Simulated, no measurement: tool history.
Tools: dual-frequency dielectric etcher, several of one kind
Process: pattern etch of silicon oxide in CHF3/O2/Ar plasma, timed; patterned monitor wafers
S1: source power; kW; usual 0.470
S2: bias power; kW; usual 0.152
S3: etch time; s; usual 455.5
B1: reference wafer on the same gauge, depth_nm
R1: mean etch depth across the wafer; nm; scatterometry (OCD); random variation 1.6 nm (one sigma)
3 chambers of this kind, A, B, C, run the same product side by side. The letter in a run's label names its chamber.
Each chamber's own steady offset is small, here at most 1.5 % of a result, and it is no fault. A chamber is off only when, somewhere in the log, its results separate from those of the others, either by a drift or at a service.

run     day     S1     S2     S3      B1      R1
 1C   0.429  0.470  0.152  455.5  689.97  773.99
 2A   0.896  0.470  0.152  455.5  689.87  769.48
 3B   1.133  0.470  0.152  455.5  690.17  769.01
 4C   1.571  0.470  0.152  455.5  689.95  772.17
 5A   1.992  0.470  0.152  455.5  689.67  767.85
 6B   2.212  0.470  0.152  455.5  689.63  769.33
 7B   2.471  0.470  0.152  455.5  690.00  766.99
      2.804  -- chamber C: wet clean of the chamber
 8A   2.808  0.470  0.152  455.5  690.14  769.27
 9C   3.100  0.470  0.121  497.5  689.83  787.49
10A   3.562  0.470  0.121  497.5  689.89  782.00
11C   3.871  0.470  0.121  497.5  689.89  786.31
12B   4.308  0.470  0.152  455.5  690.19  767.39
13B   4.654  0.470  0.152  455.5  689.87  768.13
14C   4.979  0.470  0.152  455.5  689.77  770.49
15A   5.192  0.470  0.152  455.5  689.81  766.14
16C   5.529  0.470  0.152  455.5  689.97  774.48
17B   5.883  0.470  0.152  455.5  689.81  765.60
18A   6.342  0.470  0.152  455.5  689.68  767.26
19A   6.658  0.470  0.152  455.5  689.92  763.26
20B   6.896  0.470  0.174  551.5  690.09  969.96
21C   7.321  0.470  0.174  551.5  689.93  980.54
22A   7.538  0.470  0.174  551.5  690.00  965.52
23B   7.846  0.470  0.152  455.5  690.26  766.85
24C   8.275  0.530  0.165  455.5  690.00  831.91
25C   8.696  0.530  0.165  455.5  689.82  835.46
26B   8.983  0.530  0.165  455.5  689.94  823.51
27A   9.271  0.470  0.152  455.5  690.37  757.67
28B   9.471  0.470  0.152  455.5  690.17  769.65
29C   9.738  0.470  0.152  455.5  690.02  773.68
30A  10.021  0.470  0.152  455.5  690.06  755.71
31B  10.279  0.470  0.152  455.5  690.08  767.93
32A  10.675  0.510  0.128  455.5  690.34  739.30
33C  10.925  0.510  0.128  455.5  690.13  753.40
34A  11.321  0.510  0.128  455.5  689.82  737.54
35C  11.700  0.470  0.152  455.5  689.95  776.04
36B  11.996  0.470  0.152  455.5  690.07  767.10

Each of the 3 chambers runs these same settings next. Fill in every chamber's results:
37A  12.329  0.520  0.152  455.5       ?
37B  12.329  0.520  0.152  455.5       ?
37C  12.329  0.520  0.152  455.5       ?

run      R1
37A  783.53
37B  795.68
37C  804.07

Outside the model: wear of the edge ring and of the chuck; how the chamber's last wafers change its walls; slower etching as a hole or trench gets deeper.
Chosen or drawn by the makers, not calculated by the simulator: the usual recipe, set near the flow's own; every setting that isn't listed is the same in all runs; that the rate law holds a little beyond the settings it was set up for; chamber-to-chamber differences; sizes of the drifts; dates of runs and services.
